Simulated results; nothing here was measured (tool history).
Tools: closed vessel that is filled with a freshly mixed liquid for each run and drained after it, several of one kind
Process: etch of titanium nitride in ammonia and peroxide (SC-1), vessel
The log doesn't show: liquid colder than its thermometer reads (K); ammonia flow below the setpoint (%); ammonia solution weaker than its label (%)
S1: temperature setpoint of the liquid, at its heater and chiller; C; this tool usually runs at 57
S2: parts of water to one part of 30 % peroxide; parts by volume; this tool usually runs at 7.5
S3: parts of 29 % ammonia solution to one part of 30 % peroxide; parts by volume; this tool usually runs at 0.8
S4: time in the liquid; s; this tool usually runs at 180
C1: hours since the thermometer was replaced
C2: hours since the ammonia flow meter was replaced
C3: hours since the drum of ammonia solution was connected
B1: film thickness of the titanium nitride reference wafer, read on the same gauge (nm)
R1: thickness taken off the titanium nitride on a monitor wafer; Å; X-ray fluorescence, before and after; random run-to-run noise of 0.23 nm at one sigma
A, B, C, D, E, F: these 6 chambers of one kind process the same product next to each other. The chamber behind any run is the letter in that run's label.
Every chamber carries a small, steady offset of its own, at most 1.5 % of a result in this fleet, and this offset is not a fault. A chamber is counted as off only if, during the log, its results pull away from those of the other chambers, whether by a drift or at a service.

run	hour	S1	S2	S3	S4	C1	C2	C3	B1	R1
1D	8.9	57	7.5	0.8	180	2274.3	94.5	213.6	90.009	350.12
# hour 11: chamber B: new drum of ammonia solution connected
2B	21	57	7.5	0.8	180	2506.3	463.6	10	89.988	343.63
# hour 27.3: chamber F: new drum of ammonia solution connected
# hour 33.9: chamber E: new drum of ammonia solution connected
3C	34.1	57	7.5	0.8	180	909.8	1433.1	98	89.996	341.52
4A	44.9	57	7.5	0.8	180	125.5	1239.6	602.8	89.959	343.67
5F	59.5	57	7.5	0.8	180	515.5	1166.6	32.3	90.04	349.68
6E	69.6	57	7.5	0.8	180	1127.4	772.7	35.8	89.99	344.2
7F	77.5	57	7.5	0.8	180	533.5	1184.6	50.3	90.032	348.4
8B	91.1	57	7.5	0.8	180	2576.4	533.7	80.1	90.015	337.22
# hour 92.9: chamber C: ammonia flow meter replaced
9A	105.4	65	7.5	0.8	135	186	1300.1	663.3	90.003	437.6
10D	118	65	7.5	0.8	135	2383.4	203.6	322.7	89.954	440.05
11E	130.7	65	7.5	0.8	135	1188.5	833.8	96.9	89.988	437.95
12C	139.4	65	7.5	0.8	135	1015.1	46.5	203.3	89.971	437.16
13D	148.3	65	7.5	0.8	135	2413.7	233.9	353	90.007	433.26
14E	156.9	65	7.5	0.8	135	1214.7	860	123.1	90.001	436.18
15F	163.6	57	7.5	0.8	180	619.6	1270.7	136.4	89.983	349.89
16C	175.6	57	7.5	0.8	180	1051.3	82.7	239.5	89.992	344.42
# hour 186.4: chamber C: new drum of ammonia solution connected
17B	187.2	57	7.5	0.8	180	2672.5	629.8	176.2	90.007	341.94
18A	200.6	57	10.5	0.45	180	281.2	1395.3	758.5	90.002	263.27
19F	214.1	57	10.5	0.45	180	670.1	1321.2	186.9	90.024	268.7
20E	228.9	57	10.5	0.45	180	1286.7	932	195.1	90	257.65
21B	243	57	10.5	0.45	180	2728.3	685.6	232	90.005	261.14
22D	256.1	57	10.5	0.45	180	2521.5	341.7	460.8	90.044	265.78
23C	267	57	10.5	0.45	180	1142.7	174.1	80.7	90.04	263.61
24A	274.1	57	7.5	0.8	180	354.7	1468.8	832	90.053	344.62
25B	287.2	57	7.5	0.8	180	2772.5	729.8	276.2	89.993	342.78
# hour 290.5: chamber D: thermometer replaced
26C	296.9	57	7.5	1.1	180	1172.6	204	110.6	90.032	363.02
27D	308.8	57	7.5	1.1	180	18.3	394.4	513.5	90.051	364.96
28E	316.9	57	7.5	1.1	180	1374.7	1020	283.1	89.963	341.73
29F	329.6	57	7.5	1.1	180	785.6	1436.7	302.4	90.047	361.94
30A	339.5	57	7.5	1.1	180	420.1	1534.2	897.4	89.982	357.48
31E	346.6	57	7.5	1.1	180	1404.4	1049.7	312.8	89.991	338.05
32C	354.5	57	7.5	0.8	180	1230.2	261.6	168.2	90.012	344.97
# hour 355.3: chamber B: thermometer replaced
# hour 359.8: chamber A: new drum of ammonia solution connected
33F	365.4	57	7.5	0.8	180	821.4	1472.5	338.2	90.023	344.94
34D	374.7	57	7.5	0.8	180	84.2	460.3	579.4	89.989	351.13
35B	387.8	57	7.5	0.8	180	32.5	830.4	376.8	90.036	338.59
36A	394.4	57	7.5	0.95	180	475	1589.1	34.7	90.007	348.05
37E	407.6	57	7.5	0.95	180	1465.4	1110.7	373.8	89.988	325.96
38D	416.6	57	7.5	0.95	180	126.1	502.2	621.3	89.974	357.11

Next, all 6 chambers run the settings below, one line each with question marks for the results. What does each chamber give?
39A	427.3	57	7.5	0.95	180					?
39B	427.3	57	7.5	0.95	180					?
39C	427.3	57	7.5	0.95	180					?
39D	427.3	57	7.5	0.95	180					?
39E	427.3	57	7.5	0.95	180					?
39F	427.3	57	7.5	0.95	180					?

run	R1
39A	349.94
39B	355.52
39C	352.06
39D	358.36
39E	328.42
39F	354.54

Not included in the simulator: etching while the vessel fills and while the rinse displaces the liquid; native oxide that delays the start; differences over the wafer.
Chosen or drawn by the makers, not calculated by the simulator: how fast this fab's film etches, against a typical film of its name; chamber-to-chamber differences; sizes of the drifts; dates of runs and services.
